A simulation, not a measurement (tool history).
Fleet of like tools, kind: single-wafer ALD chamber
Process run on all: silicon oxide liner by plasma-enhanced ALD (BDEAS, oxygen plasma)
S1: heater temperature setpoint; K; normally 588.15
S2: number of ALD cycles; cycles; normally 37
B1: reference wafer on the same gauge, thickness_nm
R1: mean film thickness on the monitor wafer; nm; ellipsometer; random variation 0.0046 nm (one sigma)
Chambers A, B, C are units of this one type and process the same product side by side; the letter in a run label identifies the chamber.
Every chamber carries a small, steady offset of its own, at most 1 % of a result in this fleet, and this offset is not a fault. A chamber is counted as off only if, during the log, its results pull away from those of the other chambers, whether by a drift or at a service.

run   hour      S1  S2      B1      R1
 1C    3.5  588.15  37  3.9988  3.3877
 2B    8.1  588.15  37  3.9986  3.3365
 3A   13.2  588.15  37  3.9983  3.3672
 4A   16.4  588.15  37  3.9978  3.3693
 5C   20.8  588.15  37  3.9974  3.3788
 6B   26.4  588.15  37  3.9966  3.3464
 7B   31.4  588.15  37  3.9951  3.3414
 8C   38.3  588.15  37  3.9963  3.3893
 9A   41.5  588.15  37  3.9961  3.3811
10B     48  588.15  37  3.9948  3.3438
11C     53  588.15  37  3.9942  3.3726
12A   56.9  588.15  41  3.9936  3.7362
13A   61.5  588.15  41  3.9925   3.734
14C   65.4  588.15  41  3.9918  3.7361
15B   71.9  588.15  37  3.9906  3.3315
16A   75.6  588.15  37  3.9913  3.3666
17B   78.7  588.15  37  3.9904  3.3336
18C   82.1  588.15  37    3.99  3.3805
19B   88.1  588.15  32   3.991  2.8864
20A   92.2  588.15  32  3.9896   2.916
21C   98.7  588.15  32  3.9863  2.9231
22A  101.9  588.15  37  3.9883  3.3655
23C  106.4  600.15  34  3.9864  3.0442
24B  112.9  600.15  34  3.9871  3.0075
25A    118  600.15  34  3.9857  3.0389
26B  122.1  588.15  37  3.9853  3.3314
27C  125.1  588.15  37  3.9857  3.3739
28C    129  588.15  37  3.9852  3.3771
29B  134.2  588.15  37  3.9825  3.3331
30A  139.6  588.15  37  3.9841  3.3705
31A  144.3  588.15  37  3.9825  3.3578
32C  148.5  588.15  37  3.9832  3.3701
33B    155  588.15  37  3.9831  3.3298
34A  159.6  601.15  37    3.98  3.3012
35B  165.4  601.15  37   3.982  3.2634
     166.5  -- chamber C: thermocouple changed; heater temperature recalibrated
36C  169.7  601.15  37  3.9799  3.3133
37A  174.2  588.15  37  3.9814  3.3589
38B  179.5  588.15  37    3.98  3.3232
39C    184  588.15  37  3.9793  3.3648

Has any chamber moved away from the others, gradually or after a service, or does the common gauge drift, or do the chambers differ only by their own small steady offsets? State the chamber and the most likely cause if one applies.

None of the chambers is off. What moves is the gauge, dragging all their readings along together.
Most likely cause: gauge reads low (%) = 0.558.
